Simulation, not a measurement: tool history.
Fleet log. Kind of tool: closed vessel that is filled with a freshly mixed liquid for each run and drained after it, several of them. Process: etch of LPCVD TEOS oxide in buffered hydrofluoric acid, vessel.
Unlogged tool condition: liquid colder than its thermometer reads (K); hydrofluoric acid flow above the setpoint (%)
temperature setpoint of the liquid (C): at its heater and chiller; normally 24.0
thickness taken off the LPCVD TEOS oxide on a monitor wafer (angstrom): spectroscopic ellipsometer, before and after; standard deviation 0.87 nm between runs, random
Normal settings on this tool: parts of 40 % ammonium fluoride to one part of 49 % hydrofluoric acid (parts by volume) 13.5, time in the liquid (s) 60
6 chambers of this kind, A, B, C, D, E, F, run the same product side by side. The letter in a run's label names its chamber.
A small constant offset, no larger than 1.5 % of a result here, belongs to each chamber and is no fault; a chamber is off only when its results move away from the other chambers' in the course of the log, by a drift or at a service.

run,day,temperature setpoint of the liquid (C),parts of 40 % ammonium fluoride to one part of 49 % hydrofluoric acid (parts by volume),time in the liquid (s),hours since the thermometer was replaced,hours since the hydrofluoric acid flow meter was replaced,"read-back film thickness of the LPCVD TEOS oxide reference wafer, read on the same gauge (nm)",thickness taken off the LPCVD TEOS oxide on a monitor wafer (angstrom)
1F,0.400,24.0,13.5,60,879.1,939.2,60.015,1017.20
2C,1.038,24.0,13.5,60,644.9,92.5,60.012,1026.30
3A,1.717,24.0,13.5,60,819.0,467.2,59.960,1006.90
4E,2.233,24.0,13.5,60,393.8,350.4,60.008,1018.50
5D,2.908,24.0,13.5,60,72.5,473.1,59.980,1025.10
6B,3.217,24.0,13.5,60,1077.2,1350.5,59.974,1007.90
# day 3.333: chamber F: hydrofluoric acid flow meter replaced
7C,3.850,24.0,13.5,60,712.4,160.0,60.025,1052.20
8B,4.150,24.0,13.5,60,1099.6,1372.9,60.015,1026.90
9F,4.596,24.0,13.5,60,979.8,30.4,59.995,1003.90
10E,5.146,24.0,13.5,60,463.7,420.3,59.976,1013.90
11A,5.671,24.0,13.5,60,913.9,562.1,60.010,1003.10
12D,6.196,24.0,13.5,60,151.4,552.0,60.018,1033.40
13F,6.529,24.0,13.5,60,1026.2,76.8,59.981,998.55
14D,6.900,24.0,13.5,60,168.3,568.9,60.035,1031.00
15C,7.338,24.0,13.5,60,796.1,243.7,60.029,1036.60
16B,7.738,24.0,13.5,60,1185.7,1459.0,59.966,1013.20
17E,8.325,24.0,13.5,60,540.0,496.6,60.010,1027.90
18A,8.704,24.0,13.5,60,986.7,634.9,59.969,1024.00
19D,9.179,24.0,13.5,60,223.0,623.6,59.999,1024.00
20E,9.608,24.0,13.5,60,570.8,527.4,60.022,1017.10
# day 9.929: chamber F: thermometer replaced
21B,10.158,24.0,13.5,60,1243.8,1517.1,60.013,1005.40
22C,10.717,24.0,13.5,60,877.2,324.8,59.994,1047.60
23F,11.017,27.0,8.5,60,26.1,184.5,60.000,1831.60
24A,11.475,27.0,8.5,60,1053.2,701.4,59.958,1787.00
25B,11.817,27.0,8.5,60,1283.6,1556.9,60.005,1744.20
26D,12.167,27.0,8.5,60,294.7,695.3,60.032,1848.50
27A,12.838,27.0,8.5,60,1085.9,734.1,59.974,1834.70
28C,13.250,27.0,8.5,60,938.0,385.6,60.001,1884.40
29F,13.567,24.0,13.5,60,87.3,245.7,59.995,1004.20
# day 13.875: chamber E: hydrofluoric acid flow meter replaced
30E,14.200,24.0,13.5,60,681.0,7.8,59.979,1019.50
31B,14.812,24.0,13.5,60,1355.5,1628.8,60.007,959.26
32D,15.488,24.0,13.5,60,374.4,775.0,59.972,1026.30
33A,16.017,24.0,13.5,60,1162.2,810.4,60.025,1001.60
34F,16.575,24.0,13.5,60,159.5,317.9,60.000,989.19
35C,17.117,24.0,13.5,60,1030.8,478.4,59.998,1031.80
36E,17.675,24.0,13.5,60,764.4,91.2,59.981,1010.90
37C,18.171,20.5,17.5,60,1056.1,503.7,59.993,657.73

Read the log: is a single chamber off, either drifting away or since a service, is the gauge that measures every chamber drifting, or is nothing wrong beyond small per-chamber offsets? Name any odd chamber and what most likely caused it.

It is chamber B that slowly wanders off from its peers.
Likeliest cause: liquid colder than its thermometer reads (K) = 1.5.
It could be hard to tell apart here from: hydrofluoric acid flow below the setpoint (%).

Below are 4 candidate recipes for chamber B's next run, each the usual settings with a change, their results shown as question marks. Which of them brings B's results back in line with what the other chambers give on the usual settings?
In-line tolerance around the mean of the other chambers on the usual settings: thickness taken off the LPCVD TEOS oxide on a monitor wafer (angstrom) 30.00
38B-1,18.662,24.0,11.5,60,,,,?
38B-2,18.662,24.0,13.5,65,,,,?
38B-3,18.662,23.0,15.0,60,,,,?
38B-4,18.662,24.0,13.5,55,,,,?

Average result of the remaining chambers running the usual settings: thickness taken off the LPCVD TEOS oxide on a monitor wafer (angstrom) 1020.10
run,thickness taken off the LPCVD TEOS oxide on a monitor wafer (angstrom)
38B-1,1098.80
38B-2,1018.90
38B-3,803.54
38B-4,862.18
The answer is 38B-2, which returns the chamber to within the allowed miss of the others.
